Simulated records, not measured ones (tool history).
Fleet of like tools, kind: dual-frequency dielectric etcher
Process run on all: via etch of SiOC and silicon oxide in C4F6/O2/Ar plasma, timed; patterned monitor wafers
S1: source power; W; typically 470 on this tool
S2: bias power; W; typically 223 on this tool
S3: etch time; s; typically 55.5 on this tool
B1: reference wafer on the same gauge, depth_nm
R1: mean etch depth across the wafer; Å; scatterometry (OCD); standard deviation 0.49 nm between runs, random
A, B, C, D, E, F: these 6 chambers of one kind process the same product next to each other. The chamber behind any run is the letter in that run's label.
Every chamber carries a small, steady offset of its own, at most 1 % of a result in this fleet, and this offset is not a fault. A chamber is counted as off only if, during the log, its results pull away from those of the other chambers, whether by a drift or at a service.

run,hour,S1,S2,S3,B1,R1
1A,12.0,470,223,55.5,76.151,719.13
2C,22.5,470,223,55.5,76.187,721.52
3B,32.4,470,223,55.5,76.260,704.26
4F,42.5,470,223,55.5,76.130,708.80
5D,50.5,470,223,55.5,76.288,721.49
# hour 51.9: chamber C: wet clean of the chamber
6E,61.8,470,245,55.5,76.275,724.12
# hour 64.9: chamber D: wet clean of the chamber
7B,73.7,470,245,55.5,76.214,730.11
8E,84.9,470,245,55.5,76.077,724.25
# hour 94.8: chamber B: source power generator calibrated
9C,94.9,470,245,55.5,76.417,734.96
10A,103.6,470,245,55.5,76.238,739.47
11F,110.2,470,245,55.5,76.165,731.07
12D,120.1,470,223,55.5,76.152,706.01
13A,127.3,470,223,55.5,76.177,715.24
# hour 135.9: chamber D: bias power generator calibrated
14B,136.6,470,223,55.5,76.221,715.30
# hour 140.2: chamber F: wet clean of the chamber
15C,149.5,470,223,55.5,76.189,710.18
# hour 149.7: chamber C: bias power generator calibrated
16F,159.3,470,223,55.5,76.122,708.87
17D,170.7,470,223,55.5,76.055,715.04
# hour 173.6: chamber B: wet clean of the chamber
18E,179.3,470,223,55.5,76.305,709.26
19E,193.1,470,223,55.5,76.187,708.41
20B,202.9,470,223,55.5,76.188,699.56
21C,213.2,470,223,55.5,76.380,700.26
# hour 218.4: chamber E: wet clean of the chamber
22A,225.7,470,223,55.5,76.212,714.07
23D,234.7,470,223,55.5,76.131,703.39
24F,245.0,470,223,55.5,76.226,717.11
25D,258.8,520,223,47.5,76.289,636.38
26C,268.4,520,223,47.5,76.195,632.94
27F,282.0,520,223,47.5,76.285,633.06
28B,290.9,520,223,47.5,76.103,627.43
29A,304.6,520,223,47.5,76.291,635.94
30E,317.2,520,223,47.5,76.164,629.62
31C,326.3,470,181,55.5,76.185,671.05
# hour 327.3: chamber A: wet clean of the chamber
32A,336.7,470,181,55.5,76.316,673.75
33E,346.9,470,181,55.5,76.227,663.85
34D,359.5,470,181,55.5,76.181,664.69
35F,371.7,470,181,55.5,76.222,663.27
36B,382.5,470,181,55.5,76.224,670.09
37B,390.2,470,223,55.5,76.117,709.22

Predict what each chamber gives when all 6 of them run the settings below next.
38A,400.5,470,260,55.5,,?
38B,400.5,470,260,55.5,,?
38C,400.5,470,260,55.5,,?
38D,400.5,470,260,55.5,,?
38E,400.5,470,260,55.5,,?
38F,400.5,470,260,55.5,,?

run,R1
38A,760.82
38B,738.99
38C,746.16
38D,743.49
38E,747.97
38F,754.17

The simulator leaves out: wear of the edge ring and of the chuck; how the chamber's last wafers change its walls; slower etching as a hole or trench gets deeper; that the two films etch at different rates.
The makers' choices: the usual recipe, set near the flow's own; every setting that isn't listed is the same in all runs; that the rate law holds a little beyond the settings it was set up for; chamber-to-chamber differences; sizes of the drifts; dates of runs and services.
